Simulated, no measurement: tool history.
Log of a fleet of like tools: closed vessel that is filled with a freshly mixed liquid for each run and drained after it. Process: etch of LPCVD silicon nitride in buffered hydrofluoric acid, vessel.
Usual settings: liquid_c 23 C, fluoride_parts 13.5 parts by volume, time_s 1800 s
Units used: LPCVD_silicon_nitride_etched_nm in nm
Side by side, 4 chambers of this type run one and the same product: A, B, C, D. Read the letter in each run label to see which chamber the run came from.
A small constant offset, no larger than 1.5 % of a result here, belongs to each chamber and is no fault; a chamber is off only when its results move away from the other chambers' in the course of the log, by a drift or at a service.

run,hour,liquid_c,fluoride_parts,time_s,"read-back film thickness of the LPCVD silicon nitride reference wafer, read on the same gauge (nm)",LPCVD_silicon_nitride_etched_nm
# hour 5.2: chamber A: thermometer replaced
1A,5.2,23,13.5,1800,140.05,17.376
2C,10.9,23,13.5,1800,140.01,16.966
3D,19.2,23,13.5,1800,140.01,17.031
4B,27.5,23,13.5,1800,139.98,17.228
5D,35.3,23,13.5,1800,140.02,17.046
# hour 42: chamber C: hydrofluoric acid flow meter replaced
6B,45.6,23,13.5,1800,140.02,16.999
7A,51.8,23,13.5,1800,139.99,17.313
8C,62.3,23,13.5,1800,139.98,17.108
9D,68.1,27,10,1800,140.01,28.689
10B,73.4,27,10,1800,140.04,28.698
11C,82.7,27,10,1800,139.99,28.727
12A,89.8,27,10,1800,139.98,28.61
13D,95.9,23,13.5,1800,139.98,16.962
14C,104.4,23,13.5,1800,139.98,16.797
15A,113.9,23,13.5,1800,140,17.184
16B,122.6,26.5,13.5,1170,139.98,13.5
17C,129.1,26.5,13.5,1170,140.01,13.345
18A,138.3,26.5,13.5,1170,140.02,13.525
19B,144.7,26.5,13.5,1170,140,13.607
20D,156,23,13.5,1800,140.04,17.697
21D,165.3,23,13.5,1800,139.98,17.996
# hour 170.7: chamber C: thermometer replaced
22B,174.8,19,13.5,810,140.02,6.2016
23A,186,19,13.5,810,140.03,6.2445
24C,195.5,19,13.5,810,139.98,6.0933
25C,204.6,19,13.5,810,139.97,6.0586
26D,213,20.5,18,1800,140.05,12.118
27A,220.4,20.5,18,1800,139.96,11.297
28B,231.6,20.5,18,1800,140.05,11.207

For the next run the whole fleet of 4 chambers uses the same settings. Give each chamber's results:
29A,240,23,13.5,950,,?
29B,240,23,13.5,950,,?
29C,240,23,13.5,950,,?
29D,240,23,13.5,950,,?

run,LPCVD_silicon_nitride_etched_nm
29A,8.9607
29B,9.0324
29C,8.9805
29D,9.8463
